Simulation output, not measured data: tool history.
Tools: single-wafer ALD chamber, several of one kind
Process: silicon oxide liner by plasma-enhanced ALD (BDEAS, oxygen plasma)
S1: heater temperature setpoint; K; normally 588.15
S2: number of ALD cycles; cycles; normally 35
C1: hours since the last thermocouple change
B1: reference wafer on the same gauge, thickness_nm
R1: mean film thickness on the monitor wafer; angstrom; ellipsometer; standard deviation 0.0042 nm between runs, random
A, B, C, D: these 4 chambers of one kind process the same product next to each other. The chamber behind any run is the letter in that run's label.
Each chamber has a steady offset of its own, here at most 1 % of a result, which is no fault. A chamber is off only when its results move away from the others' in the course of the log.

Run 1C, hour 2.8: usual settings; C1 1434.9; B1 3.0398. Result: R1 31.904 angstrom.
Run 2D, hour 6.4: usual settings; C1 617.8; B1 3.0397. Result: R1 32.161 angstrom.
Run 3B, hour 9.5: usual settings; C1 897.5; B1 3.0396. Result: R1 31.956 angstrom.
Run 4A, hour 14.1: usual settings; C1 632.6; B1 3.0387. Result: R1 31.818 angstrom.
Run 5B, hour 18.3: usual settings; C1 906.3; B1 3.0375. Result: R1 31.924 angstrom.
Run 6C, hour 21.5: usual settings; C1 1453.6; B1 3.0377. Result: R1 31.915 angstrom.
Run 7A, hour 25.0: usual settings; C1 643.5; B1 3.0373. Result: R1 31.810 angstrom.
Run 8D, hour 28.1: usual settings; C1 639.5; B1 3.0370. Result: R1 32.117 angstrom.
Run 9B, hour 31.4: usual settings; C1 919.4; B1 3.0361. Result: R1 31.959 angstrom.
Run 10A, hour 35.9: usual settings; C1 654.4; B1 3.0352. Result: R1 31.752 angstrom.
Run 11C, hour 39.0: usual settings but S2 33 cycles; C1 1471.1; B1 3.0356. Result: R1 29.998 angstrom.
Run 12D, hour 44.0: usual settings but S2 33 cycles; C1 655.4; B1 3.0343. Result: R1 30.302 angstrom.
Run 13A, hour 47.4: usual settings but S2 33 cycles; C1 665.9; B1 3.0342. Result: R1 29.954 angstrom.
Run 14D, hour 53.0: usual settings but S2 33 cycles; C1 664.4; B1 3.0325. Result: R1 30.213 angstrom.
Run 15B, hour 56.3: usual settings; C1 944.3; B1 3.0336. Result: R1 31.883 angstrom.
Run 16C, hour 61.0: usual settings but S1 596.15 K; C1 1493.1; B1 3.0306. Result: R1 31.496 angstrom.
Run 17B, hour 64.2: usual settings but S1 596.15 K; C1 952.2; B1 3.0320. Result: R1 31.551 angstrom.
Run 18A, hour 69.1: usual settings but S1 596.15 K; C1 687.6; B1 3.0309. Result: R1 31.347 angstrom.
Run 19D, hour 74.1: usual settings but S1 596.15 K; C1 685.5; B1 3.0302. Result: R1 31.671 angstrom.
Run 20C, hour 78.0: usual settings; C1 1510.1; B1 3.0303. Result: R1 31.741 angstrom.
Run 21D, hour 80.9: usual settings; C1 692.3; B1 3.0296. Result: R1 32.084 angstrom.
Run 22A, hour 85.8: usual settings but S2 28 cycles; C1 704.3; B1 3.0293. Result: R1 25.342 angstrom.
Run 23B, hour 90.6: usual settings but S2 28 cycles; C1 978.6; B1 3.0289. Result: R1 25.450 angstrom.
Run 24C, hour 95.6: usual settings but S2 28 cycles; C1 1527.7; B1 3.0285. Result: R1 25.392 angstrom.
Run 25D, hour 98.8: usual settings but S2 28 cycles; C1 710.2; B1 3.0279. Result: R1 25.596 angstrom.
Run 26B, hour 102.5: usual settings; C1 990.5; B1 3.0281. Result: R1 31.874 angstrom.
Run 27A, hour 106.2: usual settings; C1 724.7; B1 3.0263. Result: R1 31.661 angstrom.
Run 28C, hour 109.2: usual settings; C1 1541.3; B1 3.0259. Result: R1 31.737 angstrom.
Run 29D, hour 114.5: usual settings; C1 725.9; B1 3.0264. Result: R1 32.050 angstrom.
Run 30A, hour 120.3: usual settings; C1 738.8; B1 3.0239. Result: R1 31.693 angstrom.
Run 31C, hour 125.9: usual settings; C1 1558.0; B1 3.0238. Result: R1 31.704 angstrom.

The same settings go to every chamber for the next run, one line per chamber below. Forecast the results for each:
Run 32A, hour 130.1: usual settings but S2 31 cycles. Result: R1 ?.
Run 32B, hour 130.1: usual settings but S2 31 cycles. Result: R1 ?.
Run 32C, hour 130.1: usual settings but S2 31 cycles. Result: R1 ?.
Run 32D, hour 130.1: usual settings but S2 31 cycles. Result: R1 ?.

run      R1
32A  28.022
32B  28.162
32C  28.124
32D  28.345
